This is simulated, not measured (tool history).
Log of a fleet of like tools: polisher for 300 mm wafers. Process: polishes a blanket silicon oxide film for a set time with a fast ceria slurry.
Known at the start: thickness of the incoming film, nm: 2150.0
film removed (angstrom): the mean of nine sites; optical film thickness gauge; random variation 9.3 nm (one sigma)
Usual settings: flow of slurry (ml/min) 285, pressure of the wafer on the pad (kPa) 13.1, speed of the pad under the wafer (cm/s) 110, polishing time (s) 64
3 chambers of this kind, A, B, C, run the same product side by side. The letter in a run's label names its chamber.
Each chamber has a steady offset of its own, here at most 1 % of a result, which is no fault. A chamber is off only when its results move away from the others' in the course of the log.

| run | day | flow of slurry (ml/min) | pressure of the wafer on the pad (kPa) | speed of the pad under the wafer (cm/s) | polishing time (s) | film removed (angstrom) |
|---|---|---|---|---|---|---|
|  | 0.042 | chamber B: slurry nozzle cleaned |
| 1A | 0.196 | 285 | 13.1 | 110 | 64 | 6937.6 |
| 2C | 0.388 | 285 | 13.1 | 110 | 64 | 6853.8 |
| 3B | 0.579 | 285 | 13.1 | 110 | 64 | 6879.3 |
| 4A | 0.708 | 285 | 13.1 | 110 | 64 | 6812.7 |
| 5C | 0.846 | 285 | 13.1 | 110 | 64 | 6746.5 |
| 6B | 0.954 | 285 | 13.1 | 110 | 64 | 6614.3 |
| 7A | 1.108 | 285 | 13.1 | 110 | 64 | 7076.9 |
| 8B | 1.238 | 285 | 13.1 | 110 | 64 | 6822.0 |
| 9C | 1.425 | 285 | 13.1 | 110 | 64 | 6821.9 |
| 10B | 1.621 | 285 | 13.1 | 110 | 64 | 6922.2 |
| 11C | 1.817 | 285 | 13.1 | 110 | 64 | 6830.4 |
| 12A | 1.950 | 285 | 13.1 | 110 | 64 | 6934.5 |
| 13B | 2.042 | 285 | 13.1 | 110 | 64 | 6968.1 |
|  | 2.092 | chamber B: worn pad replaced by a new one |
| 14A | 2.146 | 285 | 13.1 | 110 | 64 | 6672.7 |
| 15C | 2.254 | 285 | 8.3 | 110 | 64 | 4267.2 |
| 16C | 2.358 | 285 | 8.3 | 110 | 64 | 4295.1 |
| 17A | 2.450 | 285 | 8.3 | 110 | 64 | 4425.0 |
| 18B | 2.642 | 285 | 13.1 | 110 | 64 | 7042.5 |
| 19A | 2.825 | 285 | 13.1 | 110 | 64 | 6784.2 |
| 20B | 3.000 | 285 | 13.1 | 110 | 64 | 7080.1 |
|  | 3.054 | chamber A: worn pad replaced by a new one |
| 21C | 3.171 | 285 | 13.1 | 110 | 64 | 6859.9 |
| 22C | 3.283 | 285 | 13.1 | 110 | 64 | 6853.0 |
| 23A | 3.433 | 380 | 11.0 | 110 | 64 | 5992.8 |
| 24B | 3.558 | 380 | 11.0 | 110 | 64 | 6109.5 |
| 25C | 3.708 | 380 | 11.0 | 110 | 64 | 5839.0 |
| 26B | 3.908 | 285 | 13.1 | 110 | 64 | 7312.6 |
| 27A | 4.033 | 285 | 15.9 | 110 | 64 | 8391.6 |
| 28C | 4.204 | 285 | 15.9 | 110 | 64 | 8276.6 |
| 29B | 4.292 | 285 | 15.9 | 110 | 64 | 8534.7 |
| 30A | 4.396 | 285 | 8.3 | 110 | 64 | 4336.5 |
| 31C | 4.542 | 285 | 8.3 | 110 | 64 | 4281.6 |
| 32A | 4.704 | 285 | 8.3 | 110 | 64 | 4328.6 |
| 33B | 4.867 | 285 | 13.1 | 110 | 64 | 7352.1 |
| 34B | 4.954 | 285 | 13.1 | 110 | 64 | 7185.6 |
| 35C | 5.058 | 285 | 9.0 | 110 | 64 | 4638.2 |
| 36A | 5.233 | 285 | 9.0 | 110 | 64 | 4861.3 |
| 37B | 5.346 | 285 | 9.0 | 110 | 64 | 4953.5 |
| 38C | 5.533 | 285 | 13.1 | 110 | 64 | 6830.0 |
| 39A | 5.679 | 285 | 17.2 | 110 | 64 | 9181.6 |
| 40C | 5.875 | 285 | 17.2 | 110 | 64 | 8801.2 |
| 41A | 6.038 | 285 | 17.2 | 110 | 64 | 9085.1 |
| 42B | 6.146 | 285 | 13.1 | 126 | 83 | 10843.0 |
| 43A | 6.254 | 285 | 13.1 | 126 | 83 | 10291.0 |
| 44B | 6.433 | 285 | 13.1 | 126 | 83 | 10621.0 |

Next, every chamber runs the same settings. What will each give?
| 45A | 6.575 | 235 | 13.1 | 110 | 64 | ? |
| 45B | 6.575 | 235 | 13.1 | 110 | 64 | ? |
| 45C | 6.575 | 235 | 13.1 | 110 | 64 | ? |

| run | film removed (angstrom) |
|---|---|
| 45A | 6565.1 |
| 45B | 7119.6 |
| 45C | 6594.0 |

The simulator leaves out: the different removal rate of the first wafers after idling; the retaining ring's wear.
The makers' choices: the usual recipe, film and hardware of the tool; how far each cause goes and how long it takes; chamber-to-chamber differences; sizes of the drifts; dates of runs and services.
